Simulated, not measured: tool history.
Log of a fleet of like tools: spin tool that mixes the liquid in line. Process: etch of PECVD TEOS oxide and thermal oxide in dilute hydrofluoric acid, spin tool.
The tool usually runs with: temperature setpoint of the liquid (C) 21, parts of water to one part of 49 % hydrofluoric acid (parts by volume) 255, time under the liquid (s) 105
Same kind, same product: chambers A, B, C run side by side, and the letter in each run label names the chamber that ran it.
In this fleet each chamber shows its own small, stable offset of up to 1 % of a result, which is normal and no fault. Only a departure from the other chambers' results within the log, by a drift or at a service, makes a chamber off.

run,hour,temperature setpoint of the liquid (C),parts of water to one part of 49 % hydrofluoric acid (parts by volume),time under the liquid (s),"read-back film thickness of the PECVD TEOS oxide reference wafer, read on the same gauge (nm)","read-back film thickness of the thermal oxide reference wafer, read on the same gauge (nm)",thickness taken off the PECVD TEOS oxide on a monitor wafer (angstrom),thickness taken off the thermal oxide on a monitor wafer (angstrom)
1C,6.8,21,255,105,130.04,150,69.984,13.885
2B,12.7,21,255,105,130.02,149.98,70.846,13.676
3A,24.4,21,255,105,129.97,149.98,69.816,14.234
4B,34.2,21,255,105,129.97,149.99,70.412,13.932
5A,44.6,21,255,105,130,150.02,70.131,13.964
6C,55.1,21,255,105,130.05,150.03,70.736,13.995
7C,65.5,21,255,105,130.02,149.99,70.258,13.936
8B,73,21,255,105,129.98,150.01,70.466,13.49
# hour 79.7: chamber A: hydrofluoric acid flow meter replaced
9A,80.7,21,255,105,130.01,149.98,70.043,13.609
10B,92.5,21,315,40,129.96,150.01,20.608,4.1478
11A,104.4,21,315,40,129.98,150.01,20.527,4.0479
12C,112.3,21,315,40,130.01,150,20.584,3.9942
13C,123.6,21,255,105,130.03,150,70.298,13.855
14A,132.7,21,255,105,129.99,149.98,70.009,13.752
15B,140.3,21,255,105,130.01,150,70.128,13.827
16C,151.5,21,255,105,130,149.99,70.339,13.565
17A,157.6,21,255,105,129.98,150,70.048,13.993
18B,167.1,21,255,105,130.01,149.98,70.324,13.997
19C,178.6,21,255,105,129.99,150.02,70.046,13.982
20A,190.7,21,255,105,129.99,149.99,70.162,13.765
21B,201.7,21,255,105,130.01,149.99,70.281,13.91
22A,211.7,21,255,105,130.01,149.99,69.972,13.651
23B,221.6,21,255,105,130.01,150,70.575,14.098
24C,228.6,21,255,105,130.01,149.99,70.315,14.04
25A,234.1,21,255,105,130.01,149.99,70.422,14.056
26C,245.6,21,255,105,129.97,150,69.859,13.782
27B,257.1,21,355,105,129.97,150,46.597,9.3302
28A,264.4,21,355,105,130.01,150.01,46.027,9.2251
29B,272,21,355,105,130.01,149.98,46.97,8.942
30C,282.8,21,215,105,130,149.99,86.356,16.848
31C,293.3,21,215,105,130.03,150,86.882,16.701
32B,299.9,21,215,105,130.03,149.99,86.952,16.833
33A,309.7,18.5,255,135,130,150.01,81.955,16.551

Next, all 3 chambers run the settings below, one line each with question marks for the results. What does each chamber give?
34A,318.4,21,185,105,,,?,?
34B,318.4,21,185,105,,,?,?
34C,318.4,21,185,105,,,?,?

run,thickness taken off the PECVD TEOS oxide on a monitor wafer (angstrom),thickness taken off the thermal oxide on a monitor wafer (angstrom)
34A,102.87,20.736
34B,103.4,20.45
34C,104.65,20.174

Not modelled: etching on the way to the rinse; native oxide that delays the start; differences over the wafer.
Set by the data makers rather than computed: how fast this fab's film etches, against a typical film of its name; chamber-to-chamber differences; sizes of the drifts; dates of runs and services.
